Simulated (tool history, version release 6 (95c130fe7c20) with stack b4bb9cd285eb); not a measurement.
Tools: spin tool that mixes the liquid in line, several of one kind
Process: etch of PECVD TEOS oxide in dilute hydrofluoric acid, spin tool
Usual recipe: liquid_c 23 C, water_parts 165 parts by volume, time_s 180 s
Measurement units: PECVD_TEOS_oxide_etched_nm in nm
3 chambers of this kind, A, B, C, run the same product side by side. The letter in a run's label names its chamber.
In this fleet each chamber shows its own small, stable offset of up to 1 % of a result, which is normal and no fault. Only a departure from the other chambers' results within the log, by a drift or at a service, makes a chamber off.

run,day,liquid_c,water_parts,time_s,"read-back film thickness of the PECVD TEOS oxide reference wafer, read on the same gauge (nm)",PECVD_TEOS_oxide_etched_nm
1A,0.433,23,165,180,110.01,12.5540
2B,0.917,23,165,180,109.99,12.6890
3C,1.242,23,165,180,109.98,12.5290
4B,1.854,23,165,180,109.99,12.5260
5C,2.204,23,165,180,109.98,12.4950
6A,2.546,23,235,95,109.98,4.3315
7A,2.879,23,235,95,110.02,4.3207
8C,3.229,23,235,95,110.02,4.3197
9B,3.679,23,165,180,110.01,12.6600
10B,4.300,23,165,180,110.01,12.6580
11A,4.821,23,165,180,109.97,12.5450
12C,5.279,23,165,180,110.00,12.4520
13B,5.862,23,165,180,110.00,12.5140
14C,6.404,23,165,180,110.02,12.4790
15A,6.917,23,165,180,110.00,12.4860
# day 6.933: chamber C: thermometer replaced
# day 6.933: chamber A: hydrofluoric acid flow meter replaced
16C,7.317,23,165,180,109.99,12.4380
17B,7.662,23,165,180,109.99,12.6350
18A,8.129,23,165,180,110.00,12.5210
19C,8.571,23,165,180,110.00,12.5740
20A,9.150,23,165,180,109.98,12.4870
21B,9.438,23,165,180,110.01,12.4490
22C,9.804,25,165,135,110.00,10.0640
23A,10.317,25,165,135,109.98,10.0310

Decide between three cases: one chamber stands off from its peers, the gauge reading all wafers drifts, or nothing is wrong past each chamber's small offset. Where a chamber is off, say which and what most likely put it there.

Beyond each chamber's small constant offset nothing stands out, and the gauge stays steady.
